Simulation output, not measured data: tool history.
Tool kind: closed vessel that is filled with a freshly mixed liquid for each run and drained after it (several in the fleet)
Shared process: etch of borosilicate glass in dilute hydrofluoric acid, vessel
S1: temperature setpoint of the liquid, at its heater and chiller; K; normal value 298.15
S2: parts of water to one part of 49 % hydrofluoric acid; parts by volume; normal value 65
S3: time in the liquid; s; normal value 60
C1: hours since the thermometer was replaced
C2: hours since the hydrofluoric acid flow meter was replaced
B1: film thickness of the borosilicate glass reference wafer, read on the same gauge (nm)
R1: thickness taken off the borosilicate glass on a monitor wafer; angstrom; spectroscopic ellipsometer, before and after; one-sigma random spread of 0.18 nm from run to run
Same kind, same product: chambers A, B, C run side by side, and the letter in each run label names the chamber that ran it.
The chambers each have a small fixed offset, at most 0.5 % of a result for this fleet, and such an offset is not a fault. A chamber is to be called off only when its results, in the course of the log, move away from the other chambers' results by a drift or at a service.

| run | hour | S1 | S2 | S3 | C1 | C2 | B1 | R1 |
|---|---|---|---|---|---|---|---|---|
| 1B | 7.9 | 298.15 | 65 | 60 | 1615.5 | 727.7 | 110.01 | 280.35 |
|  | 14.2 | chamber B: thermometer replaced |
| 2C | 20.0 | 298.15 | 65 | 60 | 2764.0 | 292.0 | 110.00 | 281.20 |
| 3A | 28.8 | 298.15 | 65 | 60 | 1835.7 | 783.0 | 110.02 | 283.44 |
| 4B | 41.0 | 298.15 | 65 | 60 | 26.8 | 760.8 | 110.01 | 281.57 |
| 5A | 48.9 | 298.15 | 65 | 60 | 1855.8 | 803.1 | 110.00 | 281.43 |
| 6C | 59.2 | 298.15 | 65 | 60 | 2803.2 | 331.2 | 110.02 | 281.08 |
| 7C | 70.7 | 298.15 | 80 | 30 | 2814.7 | 342.7 | 110.00 | 112.27 |
| 8B | 78.5 | 298.15 | 80 | 30 | 64.3 | 798.3 | 110.00 | 111.83 |
| 9A | 92.5 | 298.15 | 80 | 30 | 1899.4 | 846.7 | 110.02 | 112.24 |
| 10A | 105.5 | 298.15 | 65 | 60 | 1912.4 | 859.7 | 110.01 | 282.46 |
| 11C | 118.7 | 298.15 | 50 | 60 | 2862.7 | 390.7 | 109.98 | 375.14 |
| 12B | 129.4 | 298.15 | 50 | 60 | 115.2 | 849.2 | 110.03 | 377.14 |
| 13C | 139.3 | 298.15 | 50 | 60 | 2883.3 | 411.3 | 110.00 | 376.68 |
| 14B | 150.9 | 298.15 | 65 | 60 | 136.7 | 870.7 | 109.97 | 283.82 |
| 15A | 161.2 | 298.15 | 65 | 60 | 1968.1 | 915.4 | 110.01 | 282.64 |
| 16A | 173.0 | 298.15 | 65 | 60 | 1979.9 | 927.2 | 109.97 | 281.02 |
|  | 175.3 | chamber C: thermometer replaced |
| 17C | 187.5 | 298.15 | 65 | 85 | 12.2 | 459.5 | 110.01 | 396.79 |
| 18B | 201.9 | 298.15 | 65 | 85 | 187.7 | 921.7 | 109.98 | 401.01 |
| 19A | 216.2 | 298.15 | 65 | 85 | 2023.1 | 970.4 | 110.02 | 398.90 |
| 20C | 228.4 | 298.15 | 65 | 60 | 53.1 | 500.4 | 110.02 | 281.28 |
| 21B | 243.0 | 298.15 | 65 | 60 | 228.8 | 962.8 | 110.01 | 278.58 |
| 22C | 253.6 | 298.15 | 65 | 60 | 78.3 | 525.6 | 110.01 | 281.60 |
| 23B | 262.4 | 298.15 | 65 | 60 | 248.2 | 982.2 | 109.99 | 279.90 |
| 24A | 269.1 | 298.15 | 65 | 60 | 2076.0 | 1023.3 | 110.00 | 281.99 |
| 25C | 277.9 | 298.15 | 65 | 60 | 102.6 | 549.9 | 110.00 | 283.72 |
| 26B | 286.0 | 298.15 | 65 | 60 | 271.8 | 1005.8 | 109.99 | 281.86 |
| 27A | 293.4 | 298.15 | 65 | 60 | 2100.3 | 1047.6 | 110.00 | 283.29 |
| 28C | 301.0 | 298.15 | 65 | 60 | 125.7 | 573.0 | 109.97 | 280.19 |
| 29A | 314.7 | 298.15 | 65 | 60 | 2121.6 | 1068.9 | 110.00 | 284.24 |
|  | 318.7 | chamber C: hydrofluoric acid flow meter replaced |
|  | 320.3 | chamber A: thermometer replaced |
| 30B | 327.3 | 298.15 | 65 | 60 | 313.1 | 1047.1 | 110.04 | 280.60 |
| 31B | 338.8 | 298.15 | 65 | 60 | 324.6 | 1058.6 | 110.01 | 283.46 |
| 32C | 349.3 | 298.15 | 65 | 60 | 174.0 | 30.6 | 110.00 | 279.23 |
| 33A | 356.7 | 300.65 | 65 | 50 | 36.5 | 1110.9 | 109.95 | 261.24 |
| 34B | 363.1 | 300.65 | 65 | 50 | 348.9 | 1082.9 | 109.98 | 262.05 |
| 35C | 377.2 | 300.65 | 65 | 50 | 201.9 | 58.5 | 109.97 | 255.84 |
| 36A | 389.3 | 298.15 | 50 | 90 | 69.1 | 1143.5 | 109.98 | 557.58 |

All chambers now run identical settings, listed one chamber a line with results as question marks. What results will each chamber show?
| 37A | 399.9 | 298.15 | 65 | 30 |  |  |  | ? |
| 37B | 399.9 | 298.15 | 65 | 30 |  |  |  | ? |
| 37C | 399.9 | 298.15 | 65 | 30 |  |  |  | ? |

| run | R1 |
|---|---|
| 37A | 140.34 |
| 37B | 139.91 |
| 37C | 140.19 |

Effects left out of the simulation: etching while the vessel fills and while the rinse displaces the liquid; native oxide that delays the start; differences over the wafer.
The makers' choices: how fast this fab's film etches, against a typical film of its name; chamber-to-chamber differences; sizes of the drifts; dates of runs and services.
